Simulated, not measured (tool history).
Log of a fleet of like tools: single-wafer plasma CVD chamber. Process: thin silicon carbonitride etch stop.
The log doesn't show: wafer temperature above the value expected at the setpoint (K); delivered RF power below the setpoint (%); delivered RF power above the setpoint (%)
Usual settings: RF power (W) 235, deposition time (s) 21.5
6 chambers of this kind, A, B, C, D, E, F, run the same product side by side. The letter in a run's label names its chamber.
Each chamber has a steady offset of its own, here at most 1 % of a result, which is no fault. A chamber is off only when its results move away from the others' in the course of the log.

| run | hour | RF power (W) | deposition time (s) | hours since the last thermocouple change | hours since the last RF generator calibration | read-back reference wafer on the same gauge, thickness_nm | mean film thickness on the monitor wafer (angstrom) |
|---|---|---|---|---|---|---|---|
| 1D | 4.1 | 235 | 21.5 | 599.8 | 35.3 | 12.702 | 129.31 |
| 2A | 7.6 | 235 | 21.5 | 1123.4 | 1390.2 | 12.698 | 128.98 |
| 3C | 12.7 | 235 | 21.5 | 780.7 | 691.2 | 12.692 | 128.56 |
| 4B | 17.0 | 235 | 21.5 | 815.0 | 1110.7 | 12.689 | 129.28 |
| 5E | 21.6 | 235 | 21.5 | 493.1 | 895.1 | 12.689 | 129.29 |
| 6F | 24.1 | 235 | 21.5 | 275.8 | 1210.9 | 12.694 | 129.38 |
| 7D | 27.2 | 235 | 21.5 | 622.9 | 58.4 | 12.686 | 128.86 |
| 8F | 32.0 | 235 | 21.5 | 283.7 | 1218.8 | 12.684 | 129.15 |
| 9B | 34.3 | 270 | 23.2 | 832.3 | 1128.0 | 12.684 | 145.13 |
| 10A | 37.3 | 270 | 23.2 | 1153.1 | 1419.9 | 12.684 | 144.73 |
| 11E | 40.7 | 270 | 23.2 | 512.2 | 914.2 | 12.677 | 145.44 |
| 12C | 43.0 | 270 | 23.2 | 811.0 | 721.5 | 12.680 | 144.76 |
| 13C | 46.9 | 270 | 23.2 | 814.9 | 725.4 | 12.682 | 144.57 |
| 14A | 51.3 | 270 | 23.2 | 1167.1 | 1433.9 | 12.679 | 144.53 |
| 15F | 54.4 | 235 | 21.5 | 306.1 | 1241.2 | 12.678 | 129.01 |
| 16B | 57.3 | 235 | 21.5 | 855.3 | 1151.0 | 12.681 | 128.99 |
| 17D | 60.0 | 235 | 21.5 | 655.7 | 91.2 | 12.674 | 129.09 |
| 18E | 64.1 | 235 | 21.5 | 535.6 | 937.6 | 12.672 | 129.29 |
| 19C | 66.9 | 235 | 21.5 | 834.9 | 745.4 | 12.671 | 128.43 |
| 20E | 70.3 | 235 | 21.5 | 541.8 | 943.8 | 12.674 | 129.05 |
| 21A | 75.0 | 235 | 21.5 | 1190.8 | 1457.6 | 12.671 | 128.78 |
| 22F | 80.1 | 235 | 21.5 | 331.8 | 1266.9 | 12.664 | 128.54 |
| 23B | 84.1 | 265 | 21.5 | 882.1 | 1177.8 | 12.663 | 133.48 |
| 24D | 89.1 | 265 | 21.5 | 684.8 | 120.3 | 12.661 | 134.16 |
| 25A | 94.1 | 265 | 21.5 | 1209.9 | 1476.7 | 12.664 | 133.52 |
| 26E | 97.8 | 265 | 21.5 | 569.3 | 971.3 | 12.657 | 133.41 |
| 27B | 101.2 | 265 | 21.5 | 899.2 | 1194.9 | 12.658 | 133.16 |
| 28D | 103.9 | 265 | 21.5 | 699.6 | 135.1 | 12.654 | 133.57 |
| 29C | 108.9 | 235 | 21.5 | 876.9 | 787.4 | 12.660 | 128.15 |
| 30F | 113.5 | 235 | 24.7 | 365.2 | 1300.3 | 12.650 | 147.98 |
| 31D | 117.3 | 235 | 24.7 | 713.0 | 148.5 | 12.648 | 147.84 |
| 32B | 121.6 | 235 | 24.7 | 919.6 | 1215.3 | 12.644 | 147.43 |
| 33A | 126.2 | 235 | 24.7 | 1242.0 | 1508.8 | 12.646 | 147.83 |
| 34F | 131.4 | 235 | 24.7 | 383.1 | 1318.2 | 12.643 | 147.83 |
| 35C | 134.1 | 235 | 24.7 | 902.1 | 812.6 | 12.642 | 147.16 |
| 36E | 136.7 | 200 | 18.4 | 608.2 | 1010.2 | 12.641 | 104.75 |
| 37C | 141.4 | 200 | 18.4 | 909.4 | 819.9 | 12.642 | 104.66 |
| 38F | 146.5 | 200 | 18.4 | 398.2 | 1333.3 | 12.635 | 104.93 |
| 39B | 150.3 | 200 | 18.4 | 948.3 | 1244.0 | 12.633 | 104.73 |
| 40D | 155.4 | 200 | 18.4 | 751.1 | 186.6 | 12.632 | 104.95 |
| 41A | 160.3 | 200 | 18.4 | 1276.1 | 1542.9 | 12.625 | 104.63 |
| 42E | 163.3 | 235 | 21.5 | 634.8 | 1036.8 | 12.628 | 128.88 |

Is one chamber off against the others, does the gauge drift, or is nothing wrong? If a chamber is off, say which, and what the likeliest cause is.

The gauge drifts, so all chambers seem to drift together. No chamber is off.
Cause: gauge reads low (%) = 0.57.
